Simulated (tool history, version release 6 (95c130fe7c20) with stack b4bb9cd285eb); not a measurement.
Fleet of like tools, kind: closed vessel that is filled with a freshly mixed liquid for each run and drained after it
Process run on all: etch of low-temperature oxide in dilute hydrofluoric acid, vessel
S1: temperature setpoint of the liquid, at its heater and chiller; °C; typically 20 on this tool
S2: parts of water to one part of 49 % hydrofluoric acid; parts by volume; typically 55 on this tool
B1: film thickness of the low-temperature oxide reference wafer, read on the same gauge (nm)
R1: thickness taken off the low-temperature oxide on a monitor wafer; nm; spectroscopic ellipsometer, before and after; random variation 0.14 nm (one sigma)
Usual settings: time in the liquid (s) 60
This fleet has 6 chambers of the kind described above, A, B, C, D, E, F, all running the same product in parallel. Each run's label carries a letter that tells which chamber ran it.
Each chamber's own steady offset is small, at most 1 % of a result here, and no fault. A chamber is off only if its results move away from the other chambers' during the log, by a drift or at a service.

{"run": "1E", "hour": 8.5, "S1": 20, "S2": 55, "time in the liquid (s)": 60, "B1": 139.99, "R1": 20.932}
{"run": "2A", "hour": 22.7, "S1": 20, "S2": 55, "time in the liquid (s)": 60, "B1": 140.02, "R1": 21.094}
{"run": "3B", "hour": 31.7, "S1": 20, "S2": 55, "time in the liquid (s)": 60, "B1": 140.02, "R1": 21.053}
{"run": "4D", "hour": 40.4, "S1": 20, "S2": 55, "time in the liquid (s)": 60, "B1": 139.99, "R1": 21.166}
{"run": "5F", "hour": 49.4, "S1": 20, "S2": 55, "time in the liquid (s)": 60, "B1": 140.04, "R1": 21.01}
{"run": "6C", "hour": 59.8, "S1": 20, "S2": 55, "time in the liquid (s)": 60, "B1": 140.01, "R1": 20.966}
{"run": "7F", "hour": 67.7, "S1": 20, "S2": 55, "time in the liquid (s)": 60, "B1": 139.99, "R1": 21.232}
{"run": "8E", "hour": 77.7, "S1": 20, "S2": 55, "time in the liquid (s)": 60, "B1": 139.99, "R1": 20.824}
{"run": "9D", "hour": 84.3, "S1": 20, "S2": 55, "time in the liquid (s)": 60, "B1": 140, "R1": 21.086}
{"run": "10A", "hour": 97.4, "S1": 20, "S2": 55, "time in the liquid (s)": 60, "B1": 139.96, "R1": 21.053}
{"run": "11C", "hour": 104.5, "S1": 20, "S2": 55, "time in the liquid (s)": 60, "B1": 140.01, "R1": 20.974}
{"run": "12B", "hour": 117.4, "S1": 20, "S2": 55, "time in the liquid (s)": 60, "B1": 140, "R1": 20.846}
{"run": "13D", "hour": 128.3, "S1": 20, "S2": 55, "time in the liquid (s)": 30, "B1": 139.98, "R1": 10.723}
{"run": "14E", "hour": 135.7, "S1": 20, "S2": 55, "time in the liquid (s)": 30, "B1": 139.99, "R1": 10.28}
{"run": "15C", "hour": 144.5, "S1": 20, "S2": 55, "time in the liquid (s)": 30, "B1": 139.99, "R1": 10.54}
{"run": "16F", "hour": 156.0, "S1": 20, "S2": 55, "time in the liquid (s)": 30, "B1": 140.01, "R1": 10.55}
{"run": "17A", "hour": 164.8, "S1": 20, "S2": 55, "time in the liquid (s)": 30, "B1": 140, "R1": 10.514}
{"hour": 167.6, "done": "chamber E: hydrofluoric acid flow meter replaced"}
{"run": "18B", "hour": 176.5, "S1": 20, "S2": 55, "time in the liquid (s)": 30, "B1": 139.98, "R1": 10.384}
{"run": "19F", "hour": 184.1, "S1": 20, "S2": 55, "time in the liquid (s)": 60, "B1": 140.03, "R1": 21.215}
{"run": "20C", "hour": 192.0, "S1": 20, "S2": 55, "time in the liquid (s)": 60, "B1": 139.96, "R1": 20.979}
{"run": "21D", "hour": 202.9, "S1": 17, "S2": 55, "time in the liquid (s)": 45, "B1": 140, "R1": 13.92}
{"hour": 208.5, "done": "chamber F: hydrofluoric acid flow meter replaced"}
{"run": "22A", "hour": 211.8, "S1": 17, "S2": 55, "time in the liquid (s)": 45, "B1": 140.01, "R1": 13.956}
{"run": "23B", "hour": 220.9, "S1": 17, "S2": 55, "time in the liquid (s)": 45, "B1": 140.01, "R1": 13.927}
{"hour": 228.8, "done": "chamber B: thermometer replaced"}
{"run": "24E", "hour": 231.7, "S1": 17, "S2": 55, "time in the liquid (s)": 45, "B1": 140.01, "R1": 13.319}
{"run": "25F", "hour": 238.2, "S1": 17, "S2": 55, "time in the liquid (s)": 45, "B1": 140.01, "R1": 14.098}
{"run": "26D", "hour": 244.5, "S1": 17, "S2": 55, "time in the liquid (s)": 45, "B1": 140.02, "R1": 13.961}
{"run": "27B", "hour": 258.6, "S1": 20, "S2": 55, "time in the liquid (s)": 60, "B1": 140, "R1": 21.058}
{"run": "28A", "hour": 272.4, "S1": 20, "S2": 80, "time in the liquid (s)": 60, "B1": 139.98, "R1": 14.038}
{"hour": 275.4, "done": "chamber D: thermometer replaced"}
{"run": "29E", "hour": 279.4, "S1": 20, "S2": 80, "time in the liquid (s)": 60, "B1": 140.01, "R1": 13.193}
{"run": "30C", "hour": 289.6, "S1": 20, "S2": 80, "time in the liquid (s)": 60, "B1": 140.03, "R1": 13.959}
{"run": "31E", "hour": 299.0, "S1": 20, "S2": 80, "time in the liquid (s)": 60, "B1": 139.96, "R1": 13.24}
{"run": "32F", "hour": 312.0, "S1": 20, "S2": 80, "time in the liquid (s)": 60, "B1": 139.99, "R1": 14.289}
{"run": "33B", "hour": 321.3, "S1": 20, "S2": 80, "time in the liquid (s)": 60, "B1": 140.02, "R1": 13.822}
{"run": "34D", "hour": 334.5, "S1": 20, "S2": 55, "time in the liquid (s)": 60, "B1": 140, "R1": 21.201}
{"run": "35A", "hour": 341.9, "S1": 20, "S2": 55, "time in the liquid (s)": 60, "B1": 140.02, "R1": 20.957}
{"run": "36C", "hour": 353.1, "S1": 20, "S2": 55, "time in the liquid (s)": 60, "B1": 140.01, "R1": 20.917}

All 6 chambers run these settings next. Forecast each chamber's results:
{"run": "37A", "hour": 363.4, "S1": 20, "S2": 55, "time in the liquid (s)": 50, "R1": "?"}
{"run": "37B", "hour": 363.4, "S1": 20, "S2": 55, "time in the liquid (s)": 50, "R1": "?"}
{"run": "37C", "hour": 363.4, "S1": 20, "S2": 55, "time in the liquid (s)": 50, "R1": "?"}
{"run": "37D", "hour": 363.4, "S1": 20, "S2": 55, "time in the liquid (s)": 50, "R1": "?"}
{"run": "37E", "hour": 363.4, "S1": 20, "S2": 55, "time in the liquid (s)": 50, "R1": "?"}
{"run": "37F", "hour": 363.4, "S1": 20, "S2": 55, "time in the liquid (s)": 50, "R1": "?"}

run=37A R1=17.558
run=37B R1=17.456
run=37C R1=17.486
run=37D R1=17.452
run=37E R1=16.202
run=37F R1=17.986
